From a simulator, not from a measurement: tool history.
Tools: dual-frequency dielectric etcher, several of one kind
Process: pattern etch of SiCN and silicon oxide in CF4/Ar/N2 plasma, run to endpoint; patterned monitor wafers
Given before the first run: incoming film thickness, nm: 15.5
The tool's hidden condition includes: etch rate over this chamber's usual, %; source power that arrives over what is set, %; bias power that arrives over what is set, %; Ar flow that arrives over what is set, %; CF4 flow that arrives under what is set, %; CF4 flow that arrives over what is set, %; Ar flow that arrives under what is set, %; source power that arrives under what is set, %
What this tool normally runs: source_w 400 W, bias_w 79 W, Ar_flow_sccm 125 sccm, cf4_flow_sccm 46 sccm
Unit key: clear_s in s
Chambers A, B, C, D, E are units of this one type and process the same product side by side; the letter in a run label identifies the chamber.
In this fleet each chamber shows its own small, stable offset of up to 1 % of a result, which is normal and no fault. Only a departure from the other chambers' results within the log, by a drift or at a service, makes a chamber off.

run   hour  source_w  bias_w  Ar_flow_sccm  cf4_flow_sccm  hours since the last wet clean  hours since the last source power generator calibration  hours since the last bias power generator calibration  hours since the last Ar flow controller change  hours since the last CF4 flow controller change  clear_s
 1E    5.5       400      79           125             46                           114.8                                                   1441.3                                                  151.9                                          2205.5                                           3401.8   21.048
 2C   14.3       400      79           125             46                           459.9                                                   3449.8                                                 1300.5                                           914.0                                           2026.9   21.236
      18.6  -- chamber B: wet clean of the chamber
 3B   23.5       400      79           125             46                             4.9                                                   2648.7                                                 1690.2                                           126.5                                            314.4   20.986
 4D   29.2       400      79           125             46                           239.7                                                    626.5                                                 1459.3                                          1906.3                                           2222.8   20.898
 5A   38.0       400      79           125             46                           265.7                                                   1171.5                                                 3595.6                                          1010.8                                            916.3   21.367
 6C   42.7       400      79           125             46                           488.3                                                   3478.2                                                 1328.9                                           942.4                                           2055.3   21.105
      49.4  -- chamber C: wet clean of the chamber
 7D   49.9       400      79           125             46                           260.4                                                    647.2                                                 1480.0                                          1927.0                                           2243.5   21.001
 8A   57.6       400      79           125             46                           285.3                                                   1191.1                                                 3615.2                                          1030.4                                            935.9   21.548
 9B   64.5       400      79           125             46                            45.9                                                   2689.7                                                 1731.2                                           167.5                                            355.4   21.480
10E   68.8       400      67           125             46                           178.1                                                   1504.6                                                  215.2                                          2268.8                                           3465.1   22.369
11C   77.9       400      67           125             46                            28.5                                                   3513.4                                                 1364.1                                           977.6                                           2090.5   22.943
12A   86.0       400      67           125             46                           313.7                                                   1219.5                                                 3643.6                                          1058.8                                            964.3   22.798
13E   91.5       400      67           125             46                           200.8                                                   1527.3                                                  237.9                                          2291.5                                           3487.8   22.812
14D  101.3       400      67           125             46                           311.8                                                    698.6                                                 1531.4                                          1978.4                                           2294.9   22.461
15B  105.7       400      79           125             46                            87.1                                                   2730.9                                                 1772.4                                           208.7                                            396.6   21.400
16E  115.1       400      79           125             46                           224.4                                                   1550.9                                                  261.5                                          2315.1                                           3511.4   21.436
17D  123.0       400      79           125             46                           333.5                                                    720.3                                                 1553.1                                          2000.1                                           2316.6   21.076
18C  128.8       400      79           125             46                            79.4                                                   3564.3                                                 1415.0                                          1028.5                                           2141.4   21.324
19B  133.3       400      79           125             46                           114.7                                                   2758.5                                                 1800.0                                           236.3                                            424.2   21.757
20A  142.7       400      79           125             46                           370.4                                                   1276.2                                                 3700.3                                          1115.5                                           1021.0   21.792
21E  147.7       400      79           125             46                           257.0                                                   1583.5                                                  294.1                                          2347.7                                           3544.0   21.432
22A  154.0       400      79           125             46                           381.7                                                   1287.5                                                 3711.6                                          1126.8                                           1032.3   21.257
23C  161.0       400      79           125             46                           111.6                                                   3596.5                                                 1447.2                                          1060.7                                           2173.6   21.306
24B  166.9       400      79           125             46                           148.3                                                   2792.1                                                 1833.6                                           269.9                                            457.8   21.482
25D  176.2       400      79           125             46                           386.7                                                    773.5                                                 1606.3                                          2053.3                                           2369.8   21.189
26A  184.2       400      79           125             46                           411.9                                                   1317.7                                                 3741.8                                          1157.0                                           1062.5   21.587
27D  192.8       400      79           125             46                           403.3                                                    790.1                                                 1622.9                                          2069.9                                           2386.4   21.247
28B  198.5       400      79           125             46                           179.9                                                   2823.7                                                 1865.2                                           301.5                                            489.4   21.177
29E  203.5       400      79           125             46                           312.8                                                   1639.3                                                  349.9                                          2403.5                                           3599.8   21.491
30C  210.0       400      79           125             46                           160.6                                                   3645.5                                                 1496.2                                          1109.7                                           2222.6   21.351
31D  217.8       400      79           125             51                           428.3                                                    815.1                                                 1647.9                                          2094.9                                           2411.4   20.952
32A  224.9       400      79           125             51                           452.6                                                   1358.4                                                 3782.5                                          1197.7                                           1103.2   21.113
33C  230.8       400      79           125             51                           181.4                                                   3666.3                                                 1517.0                                          1130.5                                           2243.4   21.121
34B  237.1       400      79           125             51                           218.5                                                   2862.3                                                 1903.8                                           340.1                                            528.0   20.668
35E  246.4       400      79           125             51                           355.7                                                   1682.2                                                  392.8                                          2446.4                                           3642.7   21.171
36D  255.8       400      79           111             53                           466.3                                                    853.1                                                 1685.9                                          2132.9                                           2449.4   20.359
37C  264.4       400      79           111             53                           215.0                                                   3699.9                                                 1550.6                                          1164.1                                           2277.0   20.328

Which is it: a chamber that has drifted or been left off by a service, a gauge drift common to all chambers, or only each chamber's usual small offset? If a chamber is off, name it and its likeliest cause.

Neither any chamber nor the gauge drifts; the chambers differ only by their own small, steady offsets.
